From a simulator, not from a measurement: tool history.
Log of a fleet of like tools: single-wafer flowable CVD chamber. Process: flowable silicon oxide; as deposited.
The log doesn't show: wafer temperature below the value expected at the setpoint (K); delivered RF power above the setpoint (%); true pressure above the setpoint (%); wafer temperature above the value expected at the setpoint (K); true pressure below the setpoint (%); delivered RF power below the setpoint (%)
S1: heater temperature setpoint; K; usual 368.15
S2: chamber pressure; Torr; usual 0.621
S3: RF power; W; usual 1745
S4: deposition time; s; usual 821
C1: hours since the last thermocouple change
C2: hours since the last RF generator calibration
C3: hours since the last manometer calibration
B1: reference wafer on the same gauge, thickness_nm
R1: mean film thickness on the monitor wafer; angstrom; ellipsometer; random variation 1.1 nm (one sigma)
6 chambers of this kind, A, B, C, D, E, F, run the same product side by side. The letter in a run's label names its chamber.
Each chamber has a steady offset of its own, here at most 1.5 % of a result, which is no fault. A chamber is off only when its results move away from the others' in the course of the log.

Run 1B, hour 3.7: usual settings; C1 454.0; C2 1920.3; C3 859.3; B1 332.86. Result: R1 4038.3 angstrom.
Run 2C, hour 9.6: usual settings; C1 2013.4; C2 453.1; C3 1186.9; B1 333.29. Result: R1 3986.9 angstrom.
At hour 9.9: chamber C: thermocouple changed; heater temperature recalibrated.
Run 3F, hour 15.8: usual settings; C1 805.1; C2 502.0; C3 813.9; B1 333.03. Result: R1 4025.5 angstrom.
Run 4D, hour 21.3: usual settings; C1 695.4; C2 585.8; C3 227.6; B1 332.93. Result: R1 4059.7 angstrom.
Run 5E, hour 25.1: usual settings; C1 674.3; C2 93.2; C3 371.6; B1 333.10. Result: R1 4053.7 angstrom.
Run 6A, hour 30.8: usual settings; C1 1105.9; C2 923.6; C3 1292.1; B1 333.13. Result: R1 4022.9 angstrom.
Run 7E, hour 35.5: usual settings; C1 684.7; C2 103.6; C3 382.0; B1 333.11. Result: R1 4070.7 angstrom.
Run 8F, hour 39.9: usual settings; C1 829.2; C2 526.1; C3 838.0; B1 332.84. Result: R1 4043.5 angstrom.
Run 9C, hour 46.0: usual settings; C1 36.1; C2 489.5; C3 1223.3; B1 332.98. Result: R1 3991.6 angstrom.
Run 10B, hour 52.5: usual settings but S1 381.15 K, S3 1860 W; C1 502.8; C2 1969.1; C3 908.1; B1 332.80. Result: R1 2677.2 angstrom.
Run 11D, hour 57.6: usual settings but S1 381.15 K, S3 1860 W; C1 731.7; C2 622.1; C3 263.9; B1 332.75. Result: R1 2699.1 angstrom.
Run 12A, hour 61.1: usual settings but S1 381.15 K, S3 1860 W; C1 1136.2; C2 953.9; C3 1322.4; B1 333.08. Result: R1 2635.5 angstrom.
Run 13A, hour 65.7: usual settings but S1 381.15 K, S3 1860 W; C1 1140.8; C2 958.5; C3 1327.0; B1 333.08. Result: R1 2646.7 angstrom.
Run 14C, hour 69.6: usual settings but S1 381.15 K, S3 1860 W; C1 59.7; C2 513.1; C3 1246.9; B1 333.00. Result: R1 2633.9 angstrom.
Run 15D, hour 76.4: usual settings but S1 381.15 K, S3 1860 W; C1 750.5; C2 640.9; C3 282.7; B1 333.02. Result: R1 2710.4 angstrom.
Run 16B, hour 82.2: usual settings but S1 376.15 K; C1 532.5; C2 1998.8; C3 937.8; B1 332.94. Result: R1 3106.0 angstrom.
Run 17F, hour 88.4: usual settings but S1 376.15 K; C1 877.7; C2 574.6; C3 886.5; B1 332.97. Result: R1 3084.9 angstrom.
Run 18E, hour 92.2: usual settings but S1 376.15 K; C1 741.4; C2 160.3; C3 438.7; B1 332.92. Result: R1 3089.1 angstrom.
Run 19E, hour 97.4: usual settings but S1 376.15 K; C1 746.6; C2 165.5; C3 443.9; B1 333.33. Result: R1 3104.1 angstrom.
Run 20D, hour 105.4: usual settings but S1 376.15 K; C1 779.5; C2 669.9; C3 311.7; B1 332.89. Result: R1 3108.4 angstrom.
Run 21F, hour 108.9: usual settings but S1 376.15 K; C1 898.2; C2 595.1; C3 907.0; B1 332.87. Result: R1 3070.9 angstrom.
Run 22A, hour 115.2: usual settings; C1 1190.3; C2 1008.0; C3 1376.5; B1 332.95. Result: R1 4026.6 angstrom.
Run 23C, hour 121.9: usual settings but S2 0.478 Torr; C1 112.0; C2 565.4; C3 1299.2; B1 333.17. Result: R1 2786.2 angstrom.
At hour 128.3: chamber A: capacitance manometer re-zeroed and calibrated.
Run 24B, hour 128.9: usual settings but S2 0.478 Torr; C1 579.2; C2 2045.5; C3 984.5; B1 333.06. Result: R1 2811.4 angstrom.
Run 25F, hour 135.1: usual settings but S2 0.478 Torr; C1 924.4; C2 621.3; C3 933.2; B1 332.99. Result: R1 2781.5 angstrom.
Run 26E, hour 140.4: usual settings but S2 0.478 Torr; C1 789.6; C2 208.5; C3 486.9; B1 333.07. Result: R1 2763.8 angstrom.
Run 27D, hour 146.6: usual settings but S2 0.478 Torr; C1 820.7; C2 711.1; C3 352.9; B1 332.99. Result: R1 2793.0 angstrom.
Run 28C, hour 154.0: usual settings but S2 0.478 Torr; C1 144.1; C2 597.5; C3 1331.3; B1 333.14. Result: R1 2771.6 angstrom.
Run 29A, hour 160.9: usual settings but S2 0.699 Torr, S4 697 s; C1 1236.0; C2 1053.7; C3 32.7; B1 332.85. Result: R1 4030.5 angstrom.
Run 30B, hour 168.0: usual settings but S2 0.699 Torr, S4 697 s; C1 618.3; C2 2084.6; C3 1023.6; B1 332.94. Result: R1 4035.9 angstrom.
Run 31B, hour 176.1: usual settings but S2 0.699 Torr, S4 697 s; C1 626.4; C2 2092.7; C3 1031.7; B1 332.99. Result: R1 4038.6 angstrom.
Run 32A, hour 181.6: usual settings but S2 0.699 Torr, S4 697 s; C1 1256.7; C2 1074.4; C3 53.4; B1 333.10. Result: R1 4035.7 angstrom.
Run 33E, hour 188.3: usual settings but S2 0.699 Torr, S4 697 s; C1 837.5; C2 256.4; C3 534.8; B1 332.96. Result: R1 3936.2 angstrom.
Run 34C, hour 195.6: usual settings but S2 0.699 Torr, S4 697 s; C1 185.7; C2 639.1; C3 1372.9; B1 333.19. Result: R1 3970.5 angstrom.
Run 35D, hour 201.0: usual settings; C1 875.1; C2 765.5; C3 407.3; B1 332.89. Result: R1 4057.5 angstrom.
Run 36F, hour 207.3: usual settings; C1 996.6; C2 693.5; C3 1005.4; B1 332.81. Result: R1 4013.9 angstrom.
Run 37F, hour 214.1: usual settings; C1 1003.4; C2 700.3; C3 1012.2; B1 333.14. Result: R1 4041.2 angstrom.
Run 38E, hour 220.2: usual settings; C1 869.4; C2 288.3; C3 566.7; B1 333.04. Result: R1 3940.8 angstrom.
Run 39A, hour 227.8: usual settings; C1 1302.9; C2 1120.6; C3 99.6; B1 333.16. Result: R1 4040.8 angstrom.
Run 40D, hour 232.5: usual settings but S1 357.15 K, S3 1520 W; C1 906.6; C2 797.0; C3 438.8; B1 332.97. Result: R1 5479.2 angstrom.
Run 41C, hour 239.5: usual settings but S1 357.15 K, S3 1520 W; C1 229.6; C2 683.0; C3 1416.8; B1 332.92. Result: R1 5463.0 angstrom.
Run 42B, hour 246.0: usual settings but S1 357.15 K, S3 1520 W; C1 696.3; C2 2162.6; C3 1101.6; B1 333.00. Result: R1 5515.2 angstrom.
Run 43B, hour 251.5: usual settings but S1 357.15 K, S3 1520 W; C1 701.8; C2 2168.1; C3 1107.1; B1 333.00. Result: R1 5517.4 angstrom.

All 6 chambers run these settings next. Forecast each chamber's results:
Run 44A, hour 257.2: usual settings. Result: R1 ?.
Run 44B, hour 257.2: usual settings. Result: R1 ?.
Run 44C, hour 257.2: usual settings. Result: R1 ?.
Run 44D, hour 257.2: usual settings. Result: R1 ?.
Run 44E, hour 257.2: usual settings. Result: R1 ?.
Run 44F, hour 257.2: usual settings. Result: R1 ?.

run      R1
44A  4030.8
44B  4051.0
44C  3996.9
44D  4060.6
44E  3923.5
44F  4028.6
